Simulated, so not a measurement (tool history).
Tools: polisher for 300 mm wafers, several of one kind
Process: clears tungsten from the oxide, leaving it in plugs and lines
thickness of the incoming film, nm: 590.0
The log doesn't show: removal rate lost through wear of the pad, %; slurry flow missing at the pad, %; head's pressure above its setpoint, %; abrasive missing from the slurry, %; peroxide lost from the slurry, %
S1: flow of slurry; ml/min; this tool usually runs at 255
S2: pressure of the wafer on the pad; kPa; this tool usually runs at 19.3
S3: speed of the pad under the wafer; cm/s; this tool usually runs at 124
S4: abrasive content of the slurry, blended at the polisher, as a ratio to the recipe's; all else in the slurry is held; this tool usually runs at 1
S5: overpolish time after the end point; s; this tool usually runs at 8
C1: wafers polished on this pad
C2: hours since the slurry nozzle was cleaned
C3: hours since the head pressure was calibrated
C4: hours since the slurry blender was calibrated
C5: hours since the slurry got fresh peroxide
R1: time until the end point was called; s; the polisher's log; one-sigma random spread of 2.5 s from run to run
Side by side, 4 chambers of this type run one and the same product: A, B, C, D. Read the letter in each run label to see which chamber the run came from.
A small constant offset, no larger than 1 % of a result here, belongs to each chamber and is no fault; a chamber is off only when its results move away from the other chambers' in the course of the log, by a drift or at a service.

{"hour": 11.1, "done": "chamber C: slurry nozzle cleaned"}
{"run": "1A", "hour": 13.9, "S1": 255, "S2": 19.3, "S3": 124, "S4": 1, "S5": 8, "C1": 1144, "C2": 423.1, "C3": 28.7, "C4": 110.9, "C5": 97.0, "R1": 138.83}
{"hour": 17.3, "done": "chamber D: slurry blender recalibrated"}
{"run": "2D", "hour": 22.4, "S1": 255, "S2": 19.3, "S3": 124, "S4": 1, "S5": 8, "C1": 1148, "C2": 74.9, "C3": 415.1, "C4": 5.2, "C5": 40.1, "R1": 135.53}
{"hour": 24.6, "done": "chamber B: slurry blender recalibrated"}
{"hour": 25.7, "done": "chamber B: slurry tank refilled with fresh slurry and peroxide"}
{"hour": 30.4, "done": "chamber B: head pressure recalibrated"}
{"run": "3B", "hour": 35.4, "S1": 255, "S2": 19.3, "S3": 124, "S4": 1, "S5": 8, "C1": 811, "C2": 285.0, "C3": 5.0, "C4": 10.8, "C5": 9.7, "R1": 137.22}
{"hour": 39.6, "done": "chamber C: worn pad replaced by a new one"}
{"run": "4C", "hour": 43.0, "S1": 255, "S2": 19.3, "S3": 124, "S4": 1, "S5": 8, "C1": 34, "C2": 31.9, "C3": 145.7, "C4": 64.3, "C5": 84.4, "R1": 140.73}
{"hour": 49.1, "done": "chamber A: worn pad replaced by a new one"}
{"hour": 55.9, "done": "chamber D: worn pad replaced by a new one"}
{"run": "5B", "hour": 57.6, "S1": 255, "S2": 19.3, "S3": 124, "S4": 1, "S5": 8, "C1": 1032, "C2": 307.2, "C3": 27.2, "C4": 33.0, "C5": 31.9, "R1": 139.36}
{"run": "6D", "hour": 64.9, "S1": 255, "S2": 19.3, "S3": 124, "S4": 1, "S5": 8, "C1": 90, "C2": 117.4, "C3": 457.6, "C4": 47.7, "C5": 82.6, "R1": 140.28}
{"hour": 67.0, "done": "chamber D: head pressure recalibrated"}
{"hour": 69.1, "done": "chamber B: worn pad replaced by a new one"}
{"run": "7C", "hour": 75.0, "S1": 255, "S2": 19.3, "S3": 124, "S4": 1, "S5": 8, "C1": 352, "C2": 63.9, "C3": 177.7, "C4": 96.3, "C5": 116.4, "R1": 143.73}
{"hour": 82.8, "done": "chamber D: slurry tank refilled with fresh slurry and peroxide"}
{"run": "8A", "hour": 89.4, "S1": 255, "S2": 19.3, "S3": 94, "S4": 1, "S5": 8, "C1": 401, "C2": 498.6, "C3": 104.2, "C4": 186.4, "C5": 172.5, "R1": 180.05}
{"hour": 92.0, "done": "chamber A: slurry tank refilled with fresh slurry and peroxide"}
{"run": "9D", "hour": 97.8, "S1": 255, "S2": 19.3, "S3": 94, "S4": 1, "S5": 8, "C1": 417, "C2": 150.3, "C3": 30.8, "C4": 80.6, "C5": 15.1, "R1": 177.94}
{"run": "10B", "hour": 112.6, "S1": 255, "S2": 19.3, "S3": 94, "S4": 1, "S5": 8, "C1": 433, "C2": 362.2, "C3": 82.2, "C4": 88.0, "C5": 86.9, "R1": 186.7}
{"hour": 120.2, "done": "chamber C: worn pad replaced by a new one"}
{"run": "11C", "hour": 122.2, "S1": 255, "S2": 19.3, "S3": 94, "S4": 1, "S5": 8, "C1": 20, "C2": 111.1, "C3": 224.9, "C4": 143.5, "C5": 163.6, "R1": 188.98}
{"run": "12A", "hour": 132.8, "S1": 255, "S2": 19.3, "S3": 124, "S4": 1, "S5": 8, "C1": 833, "C2": 542.0, "C3": 147.6, "C4": 229.8, "C5": 40.8, "R1": 135.27}
{"hour": 139.5, "done": "chamber B: slurry nozzle cleaned"}
{"run": "13D", "hour": 143.0, "S1": 255, "S2": 19.3, "S3": 124, "S4": 1, "S5": 8, "C1": 866, "C2": 195.5, "C3": 76.0, "C4": 125.8, "C5": 60.3, "R1": 133.74}
{"run": "14A", "hour": 150.9, "S1": 255, "S2": 19.3, "S3": 124, "S4": 1, "S5": 8, "C1": 1013, "C2": 560.1, "C3": 165.7, "C4": 247.9, "C5": 58.9, "R1": 130.61}
{"hour": 154.1, "done": "chamber A: slurry blender recalibrated"}
{"run": "15C", "hour": 158.3, "S1": 255, "S2": 19.3, "S3": 124, "S4": 1, "S5": 8, "C1": 379, "C2": 147.2, "C3": 261.0, "C4": 179.6, "C5": 199.7, "R1": 148.68}
{"run": "16B", "hour": 169.5, "S1": 255, "S2": 19.3, "S3": 124, "S4": 1, "S5": 8, "C1": 998, "C2": 30.1, "C3": 139.1, "C4": 144.9, "C5": 143.8, "R1": 136.74}
{"hour": 173.9, "done": "chamber A: worn pad replaced by a new one"}
{"hour": 180.3, "done": "chamber B: worn pad replaced by a new one"}
{"hour": 181.3, "done": "chamber D: slurry tank refilled with fresh slurry and peroxide"}
{"run": "17C", "hour": 181.6, "S1": 255, "S2": 19.3, "S3": 124, "S4": 1, "S5": 8, "C1": 610, "C2": 170.5, "C3": 284.3, "C4": 202.9, "C5": 223.0, "R1": 151.16}
{"hour": 186.4, "done": "chamber D: worn pad replaced by a new one"}
{"hour": 192.8, "done": "chamber D: slurry blender recalibrated"}
{"run": "18B", "hour": 195.9, "S1": 255, "S2": 19.3, "S3": 124, "S4": 1, "S5": 8, "C1": 155, "C2": 56.5, "C3": 165.5, "C4": 171.3, "C5": 170.2, "R1": 138.33}
{"hour": 205.3, "done": "chamber C: worn pad replaced by a new one"}
{"run": "19D", "hour": 208.6, "S1": 325, "S2": 19.3, "S3": 124, "S4": 1, "S5": 8, "C1": 221, "C2": 261.1, "C3": 141.6, "C4": 15.8, "C5": 27.3, "R1": 129.21}
{"run": "20A", "hour": 216.3, "S1": 325, "S2": 19.3, "S3": 124, "S4": 1, "S5": 8, "C1": 421, "C2": 625.5, "C3": 231.1, "C4": 62.3, "C5": 124.3, "R1": 133.99}
{"hour": 225.1, "done": "chamber B: slurry tank refilled with fresh slurry and peroxide"}
{"run": "21B", "hour": 227.8, "S1": 325, "S2": 19.3, "S3": 124, "S4": 1, "S5": 8, "C1": 473, "C2": 88.4, "C3": 197.4, "C4": 203.2, "C5": 2.8, "R1": 134.05}
{"run": "22A", "hour": 240.5, "S1": 325, "S2": 19.3, "S3": 124, "S4": 1, "S5": 8, "C1": 662, "C2": 649.7, "C3": 255.3, "C4": 86.5, "C5": 148.5, "R1": 133.38}
{"run": "23D", "hour": 247.1, "S1": 255, "S2": 19.3, "S3": 124, "S4": 1, "S5": 8, "C1": 604, "C2": 299.6, "C3": 180.1, "C4": 54.3, "C5": 65.8, "R1": 132.57}
{"hour": 251.8, "done": "chamber C: slurry blender recalibrated"}
{"run": "24C", "hour": 254.5, "S1": 255, "S2": 19.3, "S3": 124, "S4": 1, "S5": 8, "C1": 489, "C2": 243.4, "C3": 357.2, "C4": 2.8, "C5": 295.9, "R1": 156.02}

Each of the 4 chambers runs these same settings next. Fill in every chamber's results:
{"run": "25A", "hour": 265.4, "S1": 175, "S2": 19.3, "S3": 124, "S4": 1, "S5": 8, "R1": "?"}
{"run": "25B", "hour": 265.4, "S1": 175, "S2": 19.3, "S3": 124, "S4": 1, "S5": 8, "R1": "?"}
{"run": "25C", "hour": 265.4, "S1": 175, "S2": 19.3, "S3": 124, "S4": 1, "S5": 8, "R1": "?"}
{"run": "25D", "hour": 265.4, "S1": 175, "S2": 19.3, "S3": 124, "S4": 1, "S5": 8, "R1": "?"}

run=25A R1=142.54
run=25B R1=147.08
run=25C R1=169.46
run=25D R1=141.70
